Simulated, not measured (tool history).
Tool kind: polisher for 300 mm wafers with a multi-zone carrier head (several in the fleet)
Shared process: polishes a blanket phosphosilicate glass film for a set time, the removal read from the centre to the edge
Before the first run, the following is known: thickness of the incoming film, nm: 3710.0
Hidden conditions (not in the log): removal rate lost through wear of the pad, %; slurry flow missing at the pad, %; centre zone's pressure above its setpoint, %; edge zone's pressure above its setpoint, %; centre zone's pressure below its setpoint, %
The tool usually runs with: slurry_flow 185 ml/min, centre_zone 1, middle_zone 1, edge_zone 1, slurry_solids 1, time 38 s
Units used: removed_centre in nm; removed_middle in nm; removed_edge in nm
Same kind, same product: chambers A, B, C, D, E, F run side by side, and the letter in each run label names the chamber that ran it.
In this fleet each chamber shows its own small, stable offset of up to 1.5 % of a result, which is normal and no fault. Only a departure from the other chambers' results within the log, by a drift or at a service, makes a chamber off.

| run | hour | slurry_flow | centre_zone | middle_zone | edge_zone | slurry_solids | time | wafers polished on this pad | hours since the slurry nozzle was cleaned | hours since the centre zone pressure was calibrated | hours since the edge zone pressure was calibrated | removed_centre | removed_middle | removed_edge |
|---|---|---|---|---|---|---|---|---|---|---|---|---|---|---|
|  | 4.7 | chamber F: worn pad replaced by a new one |
|  | 10 | chamber D: worn pad replaced by a new one |
| 1C | 10.8 | 185 | 1 | 1 | 1 | 1 | 38 | 1335 | 121 | 164 | 274.6 | 258.99 | 248.46 | 253.32 |
|  | 12.2 | chamber A: slurry nozzle cleaned |
|  | 18 | chamber A: worn pad replaced by a new one |
| 2A | 19.3 | 185 | 1 | 1 | 1 | 1 | 38 | 14 | 7.2 | 954.2 | 615 | 256.33 | 254.41 | 250.29 |
|  | 25.1 | chamber E: worn pad replaced by a new one |
|  | 26.3 | chamber C: worn pad replaced by a new one |
| 3D | 29 | 185 | 1 | 1 | 1 | 1 | 38 | 199 | 273.5 | 639 | 382.3 | 248.73 | 252.28 | 255.93 |
| 4E | 37.1 | 185 | 1 | 1 | 1 | 1 | 38 | 126 | 97.9 | 465.2 | 1118.6 | 251.75 | 253.15 | 249.68 |
|  | 37.4 | chamber A: edge zone pressure recalibrated |
|  | 44.2 | chamber D: edge zone pressure recalibrated |
| 5F | 45.6 | 185 | 1 | 1 | 1 | 1 | 38 | 429 | 337.6 | 880.8 | 335.7 | 252.58 | 249.44 | 255.65 |
| 6B | 52.8 | 155 | 1 | 1.04 | 1 | 1 | 38 | 1106 | 200.1 | 629.5 | 365.9 | 240.29 | 252.56 | 243.69 |
| 7A | 60.4 | 155 | 1 | 1.04 | 1 | 1 | 38 | 445 | 48.3 | 995.3 | 23 | 249.92 | 257.17 | 242.45 |
|  | 63.1 | chamber B: slurry nozzle cleaned |
|  | 65.9 | chamber B: worn pad replaced by a new one |
| 8D | 71.4 | 155 | 1 | 1.04 | 1 | 1 | 38 | 644 | 315.9 | 681.4 | 27.3 | 239.48 | 248.89 | 247.96 |
|  | 71.9 | chamber F: worn pad replaced by a new one |
|  | 72.5 | chamber A: worn pad replaced by a new one |
| 9E | 79.5 | 155 | 1 | 1.04 | 1 | 1 | 38 | 571 | 140.3 | 507.6 | 1161 | 242.93 | 260.88 | 248.36 |
|  | 79.6 | chamber D: worn pad replaced by a new one |
| 10B | 86.8 | 155 | 1 | 1.04 | 1 | 1 | 38 | 220 | 23.7 | 663.5 | 399.9 | 238.04 | 251.31 | 248.5 |
|  | 94.8 | chamber B: centre zone pressure recalibrated |
| 11C | 95.2 | 155 | 1 | 1.04 | 1 | 1 | 38 | 723 | 205.4 | 248.4 | 359 | 245.4 | 252.78 | 246.77 |
|  | 105.1 | chamber E: worn pad replaced by a new one |
| 12F | 106.3 | 185 | 1 | 1 | 1.1 | 1 | 38 | 361 | 398.3 | 941.5 | 396.4 | 253.25 | 253.76 | 269.56 |
|  | 110.7 | chamber E: edge zone pressure recalibrated |
| 13A | 113.9 | 185 | 1 | 1 | 1.1 | 1 | 38 | 435 | 101.8 | 1048.8 | 76.5 | 253.32 | 250.61 | 263.54 |
| 14E | 118.8 | 185 | 1 | 1 | 1.1 | 1 | 38 | 144 | 179.6 | 546.9 | 8.2 | 254.75 | 250.41 | 266.68 |
| 15C | 126.7 | 185 | 1 | 1 | 1.1 | 1 | 38 | 1054 | 236.9 | 279.9 | 390.5 | 252.43 | 250.58 | 270.53 |
|  | 129.6 | chamber F: slurry nozzle cleaned |
| 16F | 133.4 | 185 | 1 | 1 | 1.1 | 1 | 38 | 645 | 3.9 | 968.6 | 423.5 | 250.67 | 251.81 | 264.93 |
|  | 140.2 | chamber F: worn pad replaced by a new one |
|  | 143.4 | chamber A: worn pad replaced by a new one |
| 17D | 143.4 | 185 | 1 | 1 | 1.1 | 1 | 38 | 669 | 387.9 | 753.4 | 99.3 | 247.72 | 255.44 | 265 |
|  | 149.8 | chamber C: slurry nozzle cleaned |
| 18B | 152.3 | 185 | 1 | 1 | 1 | 1 | 38 | 907 | 89.2 | 57.6 | 465.4 | 248.04 | 253.05 | 253.19 |
|  | 156.5 | chamber D: worn pad replaced by a new one |
|  | 159.1 | chamber C: worn pad replaced by a new one |
| 19D | 159.8 | 185 | 1 | 1 | 1 | 1 | 38 | 34 | 404.3 | 769.8 | 115.7 | 250.06 | 250.47 | 250.97 |
| 20A | 166.9 | 185 | 1 | 1.09 | 1 | 1 | 31 | 247 | 154.8 | 1101.8 | 129.5 | 209.01 | 224.71 | 207.19 |
|  | 175.2 | chamber C: centre zone pressure recalibrated |
| 21E | 175.9 | 185 | 1 | 1.09 | 1 | 1 | 31 | 743 | 236.7 | 604 | 65.3 | 204.26 | 223.16 | 206.79 |
|  | 176.8 | chamber A: centre zone pressure recalibrated |
|  | 177 | chamber E: worn pad replaced by a new one |
| 22C | 186 | 185 | 1 | 1.09 | 1 | 1 | 31 | 282 | 36.3 | 10.9 | 449.8 | 222.17 | 223.12 | 205.6 |
|  | 192.3 | chamber B: worn pad replaced by a new one |
| 23F | 195.8 | 185 | 1 | 1.09 | 1 | 1 | 31 | 583 | 66.3 | 1031 | 485.9 | 207 | 228.91 | 201.06 |
|  | 197.3 | chamber A: worn pad replaced by a new one |
|  | 202.7 | chamber F: worn pad replaced by a new one |
| 24B | 204.9 | 185 | 1 | 1.09 | 1 | 1 | 31 | 132 | 141.8 | 110.2 | 518 | 206.14 | 219.86 | 206.5 |
| 25E | 211.2 | 185 | 1 | 1.09 | 1 | 1 | 31 | 358 | 272 | 639.3 | 100.6 | 210.81 | 225.83 | 206.43 |
| 26A | 216.9 | 185 | 1 | 1 | 1 | 1 | 38 | 206 | 204.8 | 40.2 | 179.5 | 252.36 | 259.49 | 247.59 |
| 27B | 227.4 | 185 | 1 | 1 | 1 | 1 | 38 | 368 | 164.3 | 132.7 | 540.5 | 246.82 | 249.23 | 250.97 |
|  | 232.4 | chamber D: worn pad replaced by a new one |
| 28F | 235.5 | 185 | 1 | 1 | 1 | 1 | 38 | 344 | 106 | 1070.7 | 525.6 | 252.89 | 250.96 | 252.34 |
| 29D | 240.7 | 185 | 1 | 1 | 1 | 1 | 38 | 87 | 485.2 | 850.7 | 196.6 | 249.97 | 250.59 | 254.47 |
| 30C | 247.3 | 185 | 1 | 1 | 1 | 1 | 38 | 925 | 97.6 | 72.2 | 511.1 | 271.65 | 250.38 | 251.24 |
|  | 253.5 | chamber E: worn pad replaced by a new one |
|  | 254.5 | chamber A: worn pad replaced by a new one |
| 31B | 255.6 | 185 | 1 | 1 | 1 | 1 | 38 | 664 | 192.5 | 160.9 | 568.7 | 251.42 | 255.76 | 254.49 |
| 32F | 265.7 | 185 | 1 | 1 | 1 | 1 | 38 | 661 | 136.2 | 1100.9 | 555.8 | 249.74 | 251.26 | 246.71 |
| 33C | 273.4 | 185 | 1 | 1 | 1 | 1 | 38 | 1199 | 123.7 | 98.3 | 537.2 | 279.08 | 251.21 | 255.28 |
| 34A | 279.1 | 185 | 1 | 1 | 1 | 1 | 38 | 258 | 267 | 102.4 | 241.7 | 254.32 | 253.09 | 253.78 |
| 35D | 285.7 | 185 | 1 | 1 | 1 | 1 | 38 | 559 | 530.2 | 895.7 | 241.6 | 246.17 | 253.91 | 247.04 |
| 36E | 295.3 | 185 | 1 | 1 | 1 | 1 | 38 | 439 | 356.1 | 723.4 | 184.7 | 256.91 | 251.21 | 253.64 |
|  | 297.3 | chamber A: slurry nozzle cleaned |
|  | 303.3 | chamber B: slurry nozzle cleaned |
| 37A | 304 | 185 | 1 | 1.05 | 1 | 0.7 | 38 | 519 | 6.8 | 127.3 | 266.6 | 214.91 | 224.69 | 210.35 |
| 38C | 309.2 | 185 | 1 | 1.05 | 1 | 0.7 | 38 | 1575 | 159.5 | 134.1 | 573 | 230.03 | 221.08 | 214.47 |
| 39B | 314.3 | 185 | 1 | 1.05 | 1 | 0.7 | 38 | 1279 | 11 | 219.6 | 627.4 | 205.69 | 220.7 | 212.02 |

All chambers now run identical settings, listed one chamber a line with results as question marks. What results will each chamber show?
| 40A | 322.2 | 185 | 0.9 | 1 | 1 | 1 | 38 |  |  |  |  | ? | ? | ? |
| 40B | 322.2 | 185 | 0.9 | 1 | 1 | 1 | 38 |  |  |  |  | ? | ? | ? |
| 40C | 322.2 | 185 | 0.9 | 1 | 1 | 1 | 38 |  |  |  |  | ? | ? | ? |
| 40D | 322.2 | 185 | 0.9 | 1 | 1 | 1 | 38 |  |  |  |  | ? | ? | ? |
| 40E | 322.2 | 185 | 0.9 | 1 | 1 | 1 | 38 |  |  |  |  | ? | ? | ? |
| 40F | 322.2 | 185 | 0.9 | 1 | 1 | 1 | 38 |  |  |  |  | ? | ? | ? |

| run | removed_centre | removed_middle | removed_edge |
|---|---|---|---|
| 40A | 231.99 | 257.8 | 250.62 |
| 40B | 221.18 | 250.54 | 250.98 |
| 40C | 241.37 | 247.41 | 248.35 |
| 40D | 220.47 | 249.01 | 251.55 |
| 40E | 228.15 | 254.43 | 255.6 |
| 40F | 225.81 | 255.65 | 255.46 |

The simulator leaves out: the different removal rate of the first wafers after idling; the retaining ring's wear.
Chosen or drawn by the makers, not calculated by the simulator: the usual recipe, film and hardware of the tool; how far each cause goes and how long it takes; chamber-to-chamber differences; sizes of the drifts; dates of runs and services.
